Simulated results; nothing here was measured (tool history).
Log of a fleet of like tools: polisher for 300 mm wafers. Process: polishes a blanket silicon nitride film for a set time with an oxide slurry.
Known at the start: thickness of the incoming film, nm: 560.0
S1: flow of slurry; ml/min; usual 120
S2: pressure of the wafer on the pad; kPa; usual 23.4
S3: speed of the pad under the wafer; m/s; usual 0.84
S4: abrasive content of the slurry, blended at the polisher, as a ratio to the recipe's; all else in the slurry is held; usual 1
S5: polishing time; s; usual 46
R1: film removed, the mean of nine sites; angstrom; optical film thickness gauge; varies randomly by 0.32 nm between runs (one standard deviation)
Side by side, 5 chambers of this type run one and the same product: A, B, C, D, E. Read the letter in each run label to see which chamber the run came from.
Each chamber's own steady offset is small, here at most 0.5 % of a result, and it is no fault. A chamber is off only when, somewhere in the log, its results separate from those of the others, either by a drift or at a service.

{"run": "1D", "hour": 5.5, "S1": 120, "S2": 23.4, "S3": 0.84, "S4": 1, "S5": 46, "R1": 271.62}
{"hour": 10.0, "done": "chamber A: conditioning disc replaced and pad reconditioned"}
{"run": "2A", "hour": 11.8, "S1": 120, "S2": 23.4, "S3": 0.84, "S4": 1, "S5": 46, "R1": 272.8}
{"run": "3C", "hour": 17.4, "S1": 120, "S2": 23.4, "S3": 0.84, "S4": 1, "S5": 46, "R1": 268.39}
{"hour": 18.0, "done": "chamber E: worn pad replaced by a new one"}
{"run": "4B", "hour": 23.0, "S1": 120, "S2": 23.4, "S3": 0.84, "S4": 1, "S5": 46, "R1": 269.76}
{"run": "5E", "hour": 29.8, "S1": 120, "S2": 23.4, "S3": 0.84, "S4": 1, "S5": 46, "R1": 270.01}
{"hour": 31.9, "done": "chamber E: head pressure recalibrated"}
{"hour": 33.6, "done": "chamber D: worn pad replaced by a new one"}
{"hour": 38.0, "done": "chamber C: worn pad replaced by a new one"}
{"run": "6D", "hour": 40.2, "S1": 120, "S2": 23.4, "S3": 0.84, "S4": 1, "S5": 46, "R1": 273.92}
{"hour": 41.8, "done": "chamber B: slurry nozzle cleaned"}
{"hour": 46.7, "done": "chamber E: conditioning disc replaced and pad reconditioned"}
{"hour": 48.2, "done": "chamber A: worn pad replaced by a new one"}
{"run": "7A", "hour": 48.8, "S1": 120, "S2": 23.4, "S3": 0.84, "S4": 1, "S5": 46, "R1": 266.5}
{"hour": 52.3, "done": "chamber B: worn pad replaced by a new one"}
{"run": "8C", "hour": 55.5, "S1": 120, "S2": 23.4, "S3": 0.84, "S4": 1, "S5": 46, "R1": 267.07}
{"hour": 62.0, "done": "chamber D: slurry blender recalibrated"}
{"run": "9B", "hour": 64.7, "S1": 120, "S2": 23.4, "S3": 0.84, "S4": 1, "S5": 46, "R1": 268.23}
{"run": "10E", "hour": 74.4, "S1": 120, "S2": 23.4, "S3": 0.84, "S4": 1, "S5": 46, "R1": 276.84}
{"run": "11D", "hour": 80.6, "S1": 120, "S2": 23.4, "S3": 0.84, "S4": 1, "S5": 46, "R1": 268.72}
{"run": "12E", "hour": 86.0, "S1": 120, "S2": 23.4, "S3": 0.84, "S4": 1, "S5": 46, "R1": 268.75}
{"run": "13B", "hour": 95.6, "S1": 120, "S2": 23.4, "S3": 0.84, "S4": 1, "S5": 46, "R1": 275.13}
{"hour": 97.8, "done": "chamber C: worn pad replaced by a new one"}
{"run": "14C", "hour": 101.1, "S1": 120, "S2": 23.4, "S3": 0.84, "S4": 1, "S5": 46, "R1": 267.8}
{"hour": 102.6, "done": "chamber C: slurry blender recalibrated"}
{"run": "15A", "hour": 109.3, "S1": 110, "S2": 23.4, "S3": 0.84, "S4": 1, "S5": 39, "R1": 223.53}
{"run": "16E", "hour": 115.4, "S1": 110, "S2": 23.4, "S3": 0.84, "S4": 1, "S5": 39, "R1": 225.93}
{"run": "17A", "hour": 122.4, "S1": 110, "S2": 23.4, "S3": 0.84, "S4": 1, "S5": 39, "R1": 224.1}
{"run": "18C", "hour": 131.3, "S1": 110, "S2": 23.4, "S3": 0.84, "S4": 1, "S5": 39, "R1": 227.02}
{"hour": 133.3, "done": "chamber A: worn pad replaced by a new one"}
{"hour": 133.9, "done": "chamber E: slurry blender recalibrated"}
{"run": "19B", "hour": 136.8, "S1": 110, "S2": 23.4, "S3": 0.84, "S4": 1, "S5": 39, "R1": 228.72}
{"hour": 142.1, "done": "chamber B: worn pad replaced by a new one"}
{"run": "20D", "hour": 146.1, "S1": 120, "S2": 23.4, "S3": 0.84, "S4": 1, "S5": 46, "R1": 270.87}
{"hour": 150.7, "done": "chamber D: worn pad replaced by a new one"}
{"hour": 150.8, "done": "chamber B: conditioning disc replaced and pad reconditioned"}
{"hour": 151.0, "done": "chamber C: worn pad replaced by a new one"}
{"hour": 152.9, "done": "chamber C: conditioning disc replaced and pad reconditioned"}
{"run": "21D", "hour": 154.0, "S1": 120, "S2": 23.4, "S3": 0.84, "S4": 1, "S5": 46, "R1": 267.54}
{"hour": 156.5, "done": "chamber E: worn pad replaced by a new one"}
{"hour": 157.2, "done": "chamber B: head pressure recalibrated"}
{"hour": 158.1, "done": "chamber B: slurry blender recalibrated"}
{"run": "22B", "hour": 162.3, "S1": 120, "S2": 23.4, "S3": 0.84, "S4": 1, "S5": 46, "R1": 252.25}
{"hour": 164.2, "done": "chamber C: slurry nozzle cleaned"}
{"hour": 166.7, "done": "chamber D: conditioning disc replaced and pad reconditioned"}
{"run": "23E", "hour": 167.1, "S1": 120, "S2": 23.4, "S3": 0.84, "S4": 1, "S5": 46, "R1": 271.44}
{"run": "24A", "hour": 173.5, "S1": 120, "S2": 23.4, "S3": 0.84, "S4": 1, "S5": 46, "R1": 271.0}
{"run": "25C", "hour": 180.2, "S1": 120, "S2": 23.4, "S3": 0.84, "S4": 1, "S5": 46, "R1": 272.01}
{"hour": 183.4, "done": "chamber E: conditioning disc replaced and pad reconditioned"}
{"run": "26E", "hour": 189.0, "S1": 120, "S2": 23.4, "S3": 0.84, "S4": 1, "S5": 46, "R1": 267.2}
{"run": "27D", "hour": 196.3, "S1": 120, "S2": 23.4, "S3": 0.84, "S4": 1, "S5": 46, "R1": 274.48}
{"hour": 198.0, "done": "chamber A: conditioning disc replaced and pad reconditioned"}
{"hour": 200.0, "done": "chamber C: worn pad replaced by a new one"}
{"run": "28A", "hour": 201.9, "S1": 120, "S2": 23.4, "S3": 0.84, "S4": 1, "S5": 46, "R1": 269.1}
{"hour": 209.0, "done": "chamber A: slurry blender recalibrated"}
{"run": "29C", "hour": 210.7, "S1": 120, "S2": 23.4, "S3": 0.84, "S4": 1, "S5": 46, "R1": 271.66}
{"run": "30B", "hour": 220.7, "S1": 120, "S2": 23.4, "S3": 0.84, "S4": 1, "S5": 46, "R1": 253.13}
{"hour": 222.4, "done": "chamber A: worn pad replaced by a new one"}
{"run": "31C", "hour": 227.5, "S1": 120, "S2": 23.4, "S3": 0.84, "S4": 1, "S5": 46, "R1": 270.17}
{"run": "32B", "hour": 234.9, "S1": 120, "S2": 23.4, "S3": 0.84, "S4": 1, "S5": 46, "R1": 253.79}
{"run": "33A", "hour": 243.3, "S1": 120, "S2": 23.4, "S3": 0.84, "S4": 1, "S5": 46, "R1": 270.8}
{"run": "34E", "hour": 252.6, "S1": 120, "S2": 23.4, "S3": 0.84, "S4": 1, "S5": 46, "R1": 272.15}

Next, all 5 chambers run the settings below, one line each with question marks for the results. What does each chamber give?
{"run": "35A", "hour": 260.0, "S1": 120, "S2": 23.4, "S3": 0.7, "S4": 1, "S5": 46, "R1": "?"}
{"run": "35B", "hour": 260.0, "S1": 120, "S2": 23.4, "S3": 0.7, "S4": 1, "S5": 46, "R1": "?"}
{"run": "35C", "hour": 260.0, "S1": 120, "S2": 23.4, "S3": 0.7, "S4": 1, "S5": 46, "R1": "?"}
{"run": "35D", "hour": 260.0, "S1": 120, "S2": 23.4, "S3": 0.7, "S4": 1, "S5": 46, "R1": "?"}
{"run": "35E", "hour": 260.0, "S1": 120, "S2": 23.4, "S3": 0.7, "S4": 1, "S5": 46, "R1": "?"}

run=35A R1=231.17
run=35B R1=217.97
run=35C R1=228.24
run=35D R1=237.58
run=35E R1=236.92
